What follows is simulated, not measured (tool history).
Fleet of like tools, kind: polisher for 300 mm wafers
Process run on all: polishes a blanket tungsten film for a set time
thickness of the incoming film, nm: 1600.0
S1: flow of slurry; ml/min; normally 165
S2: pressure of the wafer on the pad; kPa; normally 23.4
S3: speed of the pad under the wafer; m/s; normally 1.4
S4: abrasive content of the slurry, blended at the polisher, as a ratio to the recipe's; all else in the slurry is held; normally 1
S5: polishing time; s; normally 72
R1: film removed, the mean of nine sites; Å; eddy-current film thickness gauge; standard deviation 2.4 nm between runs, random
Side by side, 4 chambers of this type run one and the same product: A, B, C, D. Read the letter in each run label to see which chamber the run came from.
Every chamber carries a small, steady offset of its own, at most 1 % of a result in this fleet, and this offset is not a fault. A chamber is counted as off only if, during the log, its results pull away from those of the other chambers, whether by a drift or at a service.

| run | hour | S1 | S2 | S3 | S4 | S5 | R1 |
|---|---|---|---|---|---|---|---|
|  | 7.2 | chamber C: slurry blender recalibrated |
| 1C | 14.1 | 165 | 23.4 | 1.4 | 1 | 72 | 3696.8 |
|  | 22 | chamber A: worn pad replaced by a new one |
| 2A | 26.1 | 165 | 23.4 | 1.4 | 1 | 72 | 3720.8 |
|  | 27.7 | chamber B: worn pad replaced by a new one |
|  | 33.4 | chamber C: worn pad replaced by a new one |
| 3B | 35.8 | 165 | 23.4 | 1.4 | 1 | 72 | 3750.5 |
| 4D | 42.6 | 165 | 23.4 | 1.4 | 1 | 72 | 3734 |
| 5C | 51.3 | 165 | 23.4 | 1.4 | 1 | 72 | 3719.5 |
|  | 59.7 | chamber D: worn pad replaced by a new one |
| 6B | 65.7 | 165 | 23.4 | 1.4 | 1 | 72 | 3741.4 |
|  | 68.9 | chamber B: slurry blender recalibrated |
| 7A | 75.5 | 165 | 23.4 | 1.4 | 1 | 72 | 3697.8 |
| 8D | 88.4 | 165 | 23.4 | 1.4 | 1 | 72 | 3714.3 |
|  | 96.1 | chamber C: worn pad replaced by a new one |
| 9D | 99.2 | 165 | 23.4 | 1.4 | 1 | 72 | 3667.8 |
|  | 99.3 | chamber A: worn pad replaced by a new one |
|  | 101.9 | chamber A: slurry tank refilled with fresh slurry and peroxide |
|  | 102.6 | chamber D: slurry tank refilled with fresh slurry and peroxide |
| 10C | 111.7 | 165 | 23.4 | 1.4 | 1 | 72 | 3682.2 |
|  | 113.1 | chamber B: worn pad replaced by a new one |
|  | 121.3 | chamber B: slurry tank refilled with fresh slurry and peroxide |
| 11A | 125.1 | 165 | 23.4 | 1.4 | 1 | 72 | 3784.4 |
|  | 135.6 | chamber D: slurry blender recalibrated |
| 12B | 137.8 | 165 | 23.4 | 1.4 | 1 | 72 | 3704.8 |
| 13C | 146.4 | 165 | 18.6 | 1.4 | 1 | 58 | 2359.2 |
|  | 146.8 | chamber D: worn pad replaced by a new one |
| 14D | 155.8 | 165 | 18.6 | 1.4 | 1 | 58 | 2362.3 |
|  | 159.3 | chamber C: worn pad replaced by a new one |
| 15A | 162.4 | 165 | 18.6 | 1.4 | 1 | 58 | 2388 |
|  | 169.6 | chamber D: slurry nozzle cleaned |
| 16B | 171.7 | 165 | 18.6 | 1.4 | 1 | 58 | 2348.3 |
|  | 176.9 | chamber C: slurry tank refilled with fresh slurry and peroxide |
| 17A | 183.8 | 165 | 23.4 | 1.4 | 1 | 72 | 3721 |
|  | 188.4 | chamber A: worn pad replaced by a new one |
| 18B | 192.7 | 165 | 23.4 | 1.4 | 1 | 72 | 3648.7 |
|  | 193.8 | chamber B: worn pad replaced by a new one |
| 19D | 199.4 | 165 | 23.4 | 1.4 | 1 | 72 | 3729 |
| 20C | 208.9 | 165 | 23.4 | 1.4 | 1 | 72 | 3681.8 |
| 21D | 216.3 | 165 | 23.4 | 1.4 | 1 | 72 | 3718.4 |
| 22C | 226.2 | 165 | 23.4 | 1.4 | 1 | 72 | 3649.3 |
|  | 227.3 | chamber C: worn pad replaced by a new one |
|  | 232.7 | chamber D: slurry tank refilled with fresh slurry and peroxide |
| 23A | 233.9 | 165 | 23.4 | 1.4 | 1 | 72 | 3727 |
| 24B | 243.7 | 165 | 23.4 | 1.4 | 1 | 72 | 3591.9 |
| 25D | 253.4 | 165 | 23.4 | 1.4 | 1 | 72 | 3754.9 |
|  | 255.8 | chamber A: slurry tank refilled with fresh slurry and peroxide |
|  | 258.7 | chamber C: slurry blender recalibrated |
|  | 258.7 | chamber B: slurry tank refilled with fresh slurry and peroxide |
| 26C | 263.5 | 165 | 23.4 | 1.4 | 1 | 72 | 3678.9 |
| 27A | 269.9 | 165 | 23.4 | 1.4 | 0.9 | 72 | 3611.7 |
|  | 272.5 | chamber B: worn pad replaced by a new one |
| 28B | 284.2 | 165 | 23.4 | 1.4 | 0.9 | 72 | 3457.4 |
|  | 292.9 | chamber C: worn pad replaced by a new one |
| 29B | 296.1 | 165 | 23.4 | 1.4 | 0.9 | 72 | 3490.9 |
|  | 307.8 | chamber C: slurry nozzle cleaned |
| 30C | 308.5 | 165 | 23.4 | 1.4 | 0.9 | 72 | 3634 |

All chambers now run identical settings, listed one chamber a line with results as question marks. What results will each chamber show?
| 31A | 319 | 165 | 23.4 | 1.4 | 1 | 72 | ? |
| 31B | 319 | 165 | 23.4 | 1.4 | 1 | 72 | ? |
| 31C | 319 | 165 | 23.4 | 1.4 | 1 | 72 | ? |
| 31D | 319 | 165 | 23.4 | 1.4 | 1 | 72 | ? |

| run | R1 |
|---|---|
| 31A | 3732.5 |
| 31B | 3506.5 |
| 31C | 3722.3 |
| 31D | 3768.3 |
